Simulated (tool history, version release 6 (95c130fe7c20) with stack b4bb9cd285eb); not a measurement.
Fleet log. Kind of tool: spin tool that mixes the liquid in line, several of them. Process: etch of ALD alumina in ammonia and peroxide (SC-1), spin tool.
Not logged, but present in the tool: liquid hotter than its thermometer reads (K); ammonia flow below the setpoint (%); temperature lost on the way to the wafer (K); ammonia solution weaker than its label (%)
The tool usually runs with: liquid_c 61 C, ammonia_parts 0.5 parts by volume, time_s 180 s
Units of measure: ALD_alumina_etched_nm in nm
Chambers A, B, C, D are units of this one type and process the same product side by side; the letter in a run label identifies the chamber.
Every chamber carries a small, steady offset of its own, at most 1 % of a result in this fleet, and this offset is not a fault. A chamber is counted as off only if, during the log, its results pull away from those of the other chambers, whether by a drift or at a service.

| run | hour | liquid_c | ammonia_parts | time_s | hours since the thermometer was replaced | hours since the ammonia flow meter was replaced | hours since the heated supply line was repaired | hours since the drum of ammonia solution was connected | read-back film thickness of the ALD alumina reference wafer, read on the same gauge (nm) | ALD_alumina_etched_nm |
|---|---|---|---|---|---|---|---|---|---|---|
| 1A | 9.3 | 61 | 0.5 | 180 | 17.4 | 212.8 | 1715.8 | 405 | 60.018 | 14.404 |
| 2B | 17.8 | 61 | 0.5 | 180 | 992.1 | 221.3 | 1798 | 293.9 | 60.011 | 14.679 |
| 3C | 28.8 | 61 | 0.5 | 180 | 483.3 | 264.4 | 730 | 191.3 | 59.99 | 14.275 |
| 4D | 37.8 | 61 | 0.5 | 180 | 1003.1 | 371.3 | 900 | 547.5 | 59.996 | 14.681 |
|  | 38.9 | chamber C: new drum of ammonia solution connected |
| 5D | 50.8 | 61 | 0.5 | 180 | 1016.1 | 384.3 | 913 | 560.5 | 60.028 | 14.482 |
| 6A | 58.4 | 61 | 0.5 | 180 | 66.5 | 261.9 | 1764.9 | 454.1 | 60.029 | 14.287 |
| 7C | 73.4 | 61 | 0.5 | 180 | 527.9 | 309 | 774.6 | 34.5 | 59.975 | 14.796 |
| 8B | 82.4 | 61 | 0.5 | 180 | 1056.7 | 285.9 | 1862.6 | 358.5 | 60.028 | 14.585 |
| 9D | 93.9 | 61 | 0.5 | 180 | 1059.2 | 427.4 | 956.1 | 603.6 | 60.015 | 14.79 |
| 10A | 103.9 | 61 | 0.35 | 135 | 112 | 307.4 | 1810.4 | 499.6 | 59.997 | 10.563 |
| 11C | 116 | 61 | 0.35 | 135 | 570.5 | 351.6 | 817.2 | 77.1 | 59.994 | 10.663 |
| 12B | 127.1 | 61 | 0.35 | 135 | 1101.4 | 330.6 | 1907.3 | 403.2 | 60.037 | 10.606 |
| 13B | 133.7 | 61 | 0.35 | 135 | 1108 | 337.2 | 1913.9 | 409.8 | 60.001 | 10.505 |
| 14C | 144 | 61 | 0.5 | 180 | 598.5 | 379.6 | 845.2 | 105.1 | 59.977 | 14.646 |
|  | 146.4 | chamber B: new drum of ammonia solution connected |
| 15A | 154.4 | 61 | 0.5 | 180 | 162.5 | 357.9 | 1860.9 | 550.1 | 59.994 | 14.765 |
|  | 159.4 | chamber D: thermometer replaced |
| 16D | 164.5 | 61 | 0.5 | 180 | 5.2 | 498 | 1026.7 | 674.2 | 60.017 | 14.479 |
|  | 167.7 | chamber A: new drum of ammonia solution connected |
| 17C | 172.6 | 61 | 0.5 | 180 | 627.1 | 408.2 | 873.8 | 133.7 | 60.009 | 14.437 |
| 18B | 186.9 | 54.5 | 0.7 | 180 | 1161.2 | 390.4 | 1967.1 | 40.6 | 60.007 | 10.786 |
| 19A | 199.3 | 54.5 | 0.7 | 180 | 207.4 | 402.8 | 1905.8 | 31.6 | 60.008 | 10.648 |
| 20D | 209.8 | 54.5 | 0.7 | 180 | 50.5 | 543.3 | 1072 | 719.5 | 59.985 | 10.823 |
| 21B | 224 | 54.5 | 0.7 | 180 | 1198.3 | 427.5 | 2004.2 | 77.7 | 60.009 | 10.652 |
|  | 224.2 | chamber C: new drum of ammonia solution connected |
| 22D | 234.3 | 61 | 0.5 | 180 | 75 | 567.8 | 1096.5 | 744 | 60.003 | 14.671 |
| 23A | 243.6 | 61 | 0.5 | 180 | 251.7 | 447.1 | 1950.1 | 75.9 | 59.997 | 14.518 |
| 24C | 257.6 | 61 | 0.65 | 245 | 712.1 | 493.2 | 958.8 | 33.5 | 60 | 20.281 |
| 25A | 270.9 | 61 | 0.65 | 245 | 279 | 474.4 | 1977.4 | 103.2 | 59.959 | 20.143 |
| 26C | 278.8 | 61 | 0.65 | 245 | 733.3 | 514.4 | 980 | 54.7 | 60.005 | 20.404 |
| 27B | 291.9 | 61 | 0.65 | 245 | 1266.2 | 495.4 | 2072.1 | 145.6 | 59.984 | 20.507 |
|  | 295 | chamber D: new drum of ammonia solution connected |
| 28D | 305.7 | 61 | 0.5 | 180 | 146.4 | 639.2 | 1167.9 | 10.8 | 60.023 | 14.785 |
| 29B | 316.3 | 61 | 0.5 | 180 | 1290.6 | 519.8 | 2096.5 | 170 | 59.968 | 14.581 |
| 30A | 327.6 | 61 | 0.5 | 180 | 335.7 | 531.1 | 2034.1 | 159.9 | 60.008 | 14.504 |

One chamber off, gauge drift, or nothing amiss beyond the chambers' own small offsets? If it is a chamber, which one, and what is the likeliest cause?

The fleet is healthy, with each chamber sitting at its usual small offset and no drift in the gauge.

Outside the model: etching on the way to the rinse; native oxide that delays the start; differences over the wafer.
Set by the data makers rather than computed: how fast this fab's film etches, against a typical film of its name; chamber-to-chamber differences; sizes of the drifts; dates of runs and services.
